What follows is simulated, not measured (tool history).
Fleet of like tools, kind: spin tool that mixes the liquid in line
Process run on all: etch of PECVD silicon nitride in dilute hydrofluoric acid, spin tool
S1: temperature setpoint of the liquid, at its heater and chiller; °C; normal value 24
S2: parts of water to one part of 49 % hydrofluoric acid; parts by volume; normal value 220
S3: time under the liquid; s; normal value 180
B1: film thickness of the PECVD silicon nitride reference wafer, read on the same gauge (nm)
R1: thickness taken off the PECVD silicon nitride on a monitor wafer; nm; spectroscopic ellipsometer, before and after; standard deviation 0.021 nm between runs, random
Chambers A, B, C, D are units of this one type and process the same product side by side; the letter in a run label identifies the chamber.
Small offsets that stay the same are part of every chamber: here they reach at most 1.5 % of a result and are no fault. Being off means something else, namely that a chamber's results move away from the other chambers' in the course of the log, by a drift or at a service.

run	hour	S1	S2	S3	B1	R1
1A	5.2	24	220	180	29.973	2.0707
2B	10	24	220	180	30.013	2.0611
3C	12.7	24	220	180	29.991	2.0337
4D	18	24	220	180	29.98	2.0358
5A	21.7	19	265	180	29.983	1.2312
6D	25.5	19	265	180	29.99	1.2436
7B	29.5	19	265	180	29.996	1.2332
8C	32.8	19	265	180	30	1.2302
9C	37.3	24	220	180	30.018	1.9869
10A	41.8	24	220	180	29.981	2.0838
11B	45.5	24	220	180	30.013	2.0559
12D	50.8	24	220	180	30.009	2.0352
13A	53.8	24	220	235	30.014	2.6696
14B	58	24	220	235	30.034	2.6934
15C	60.6	24	220	235	29.992	2.6903
16D	64.6	24	220	235	29.988	2.6376
17A	68.5	19	220	180	29.997	1.4723
18D	74	19	220	180	29.994	1.4838
19B	76.9	19	220	180	30.024	1.4827
20C	80.1	19	220	180	29.994	1.5112
21B	83.8	24	220	180	30.018	2.028
22D	86.8	24	220	180	29.989	2.0274
23A	91.9	24	155	180	30.012	2.8685
24C	97.7	24	155	180	30.004	2.936
25A	100.5	24	155	180	30.012	2.8731
26D	103.5	24	155	180	29.999	2.878
27B	108.6	24	220	180	29.984	2.0692
28C	112.8	21.5	220	125	30.009	1.2096
29D	116.2	21.5	220	125	29.989	1.212
30B	121.6	21.5	220	125	30.01	1.1948
31C	124.8	21.5	220	125	30.006	1.2148
32A	127.7	24	220	180	30.002	2.0795
33C	131.9	24	220	180	30.013	2.0358
34B	137.3	24	220	180	30	2.016
35A	141.6	24	220	180	29.996	2.0837

One chamber off, gauge drift, or nothing amiss beyond the chambers' own small offsets? If it is a chamber, which one, and what is the likeliest cause?

Nothing is wrong: each chamber keeps only its own small, steady offset and the gauge holds still.
